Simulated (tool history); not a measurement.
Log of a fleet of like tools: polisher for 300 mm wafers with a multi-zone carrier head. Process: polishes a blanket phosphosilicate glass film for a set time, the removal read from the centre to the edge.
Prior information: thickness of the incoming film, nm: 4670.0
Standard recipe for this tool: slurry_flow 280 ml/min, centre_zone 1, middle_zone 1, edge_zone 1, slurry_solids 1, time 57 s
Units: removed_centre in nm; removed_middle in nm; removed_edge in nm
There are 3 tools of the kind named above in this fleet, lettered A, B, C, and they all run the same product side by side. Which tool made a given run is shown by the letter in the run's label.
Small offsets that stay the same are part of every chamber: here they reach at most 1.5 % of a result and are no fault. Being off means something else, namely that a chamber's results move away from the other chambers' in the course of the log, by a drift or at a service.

run,hour,slurry_flow,centre_zone,middle_zone,edge_zone,slurry_solids,time,wafers polished on this pad,hours since the slurry nozzle was cleaned,hours since the centre zone pressure was calibrated,hours since the edge zone pressure was calibrated,removed_centre,removed_middle,removed_edge
1B,9.4,280,1,1,1,1,57,400,337.2,88.2,865,452.03,458.68,461.03
# hour 19.4: chamber B: worn pad replaced by a new one
2A,21.4,280,1,1,1,1,57,209,123.3,646.1,100.8,471.13,463.03,474.35
3C,35.3,280,1,1,1,1,57,429,376.6,48.1,1029.4,449.84,446.94,456.69
# hour 36: chamber C: slurry nozzle cleaned
4C,49.2,280,1,1,1,1,57,543,13.2,62,1043.3,450.11,450.15,465.24
5B,56.8,280,1,1,1,1,57,306,384.6,135.6,912.4,447.18,447.4,457.75
6A,69.7,280,1,1,1,1,57,604,171.6,694.4,149.1,462.48,459.91,468.54
7B,76.6,280,1,1,1,1,57,469,404.4,155.4,932.2,446.12,448.58,455.72
8A,84.7,200,1,1,1.05,1,57,727,186.6,709.4,164.1,440.38,439.51,450.41
# hour 91.5: chamber B: worn pad replaced by a new one
9C,97.4,200,1,1,1.05,1,57,938,61.4,110.2,1091.5,436.46,426.07,449.22
10C,107.7,200,1,1,1.05,1,57,1022,71.7,120.5,1101.8,431.02,436.06,440.19
# hour 113.7: chamber C: worn pad replaced by a new one
11A,121.6,280,1,0.89,1.05,1,57,1029,223.5,746.3,201,457.08,414.96,468.12
# hour 124: chamber A: worn pad replaced by a new one
12B,135.1,280,1,0.89,1.05,1,57,357,462.9,213.9,990.7,457.82,403.85,467.79
13C,149,280,1,0.89,1.05,1,57,289,113,161.8,1143.1,456.45,411.87,469.01
14B,157.2,280,1,1,1,1,57,538,485,236,1012.8,454.22,452.39,452.63
# hour 163.5: chamber B: worn pad replaced by a new one
15A,168.5,280,1,1,1,1,57,365,270.4,793.2,247.9,465.86,465.09,453.43
16A,181.5,280,1,1,1,1,57,471,283.4,806.2,260.9,458.43,444.48,465.64
# hour 186.9: chamber A: edge zone pressure recalibrated
17B,191.8,280,1,1,1,1,57,232,519.6,270.6,1047.4,452.76,460.36,455.93
18C,204.4,280,1,1,1,1,57,743,168.4,217.2,1198.5,443.8,448.13,451.6
19B,215,280,1,1,1,1,57,422,542.8,293.8,1070.6,447.76,457.34,464.16
# hour 224.2: chamber A: worn pad replaced by a new one
# hour 225.6: chamber B: worn pad replaced by a new one
20A,226.9,280,1,1,1,1,57,22,328.8,851.6,40.1,456.3,473.48,459.33
21C,238,280,1,1,1,1,57,1018,202,250.8,1232.1,450.53,452.47,462.9
22C,246.5,280,1,1,1,1,57,1088,210.5,259.3,1240.6,457.15,452.75,442.9
# hour 253.9: chamber C: worn pad replaced by a new one
23B,254.2,280,1,1,1,1,57,234,582,333,1109.8,453.62,439.13,454.47
24A,267.7,280,0.94,1,0.93,1,57,356,369.6,892.4,80.9,426.81,458.14,442.54
# hour 273.5: chamber B: centre zone pressure recalibrated
25A,276.6,280,0.94,1,0.93,1,57,429,378.5,901.3,89.8,433.87,466.69,445.03
26B,283.2,280,0.94,1,0.93,1,57,472,611,9.8,1138.8,418.13,459.72,435.49
# hour 286: chamber B: worn pad replaced by a new one
27C,292.7,200,1.05,1,1,1,57,318,256.7,305.5,1286.8,456.29,446.39,430.82
28A,302.3,200,1.05,1,1,1,57,640,404.2,927,115.5,460.25,432.42,439.65
29B,316.4,200,1.05,1,1,1,57,249,644.2,43,1172,453.56,435.31,460.68
30C,323.3,280,1,1,1,1,57,569,287.3,336.1,1317.4,454.79,453.6,460.98
31A,335.3,280,1,1,1,1,57,910,437.2,960,148.5,468.22,455.43,473.45
32C,345.5,280,1,1,1,1,57,750,309.5,358.3,1339.6,458.38,448.12,460.28

Next, every chamber runs the same settings. What will each give?
33A,355.5,280,1,1,1.1,1,57,,,,,?,?,?
33B,355.5,280,1,1,1.1,1,57,,,,,?,?,?
33C,355.5,280,1,1,1.1,1,57,,,,,?,?,?

run,removed_centre,removed_middle,removed_edge
33A,463.29,455.52,483.96
33B,456.51,452.9,478.2
33C,456.01,446.21,483.63

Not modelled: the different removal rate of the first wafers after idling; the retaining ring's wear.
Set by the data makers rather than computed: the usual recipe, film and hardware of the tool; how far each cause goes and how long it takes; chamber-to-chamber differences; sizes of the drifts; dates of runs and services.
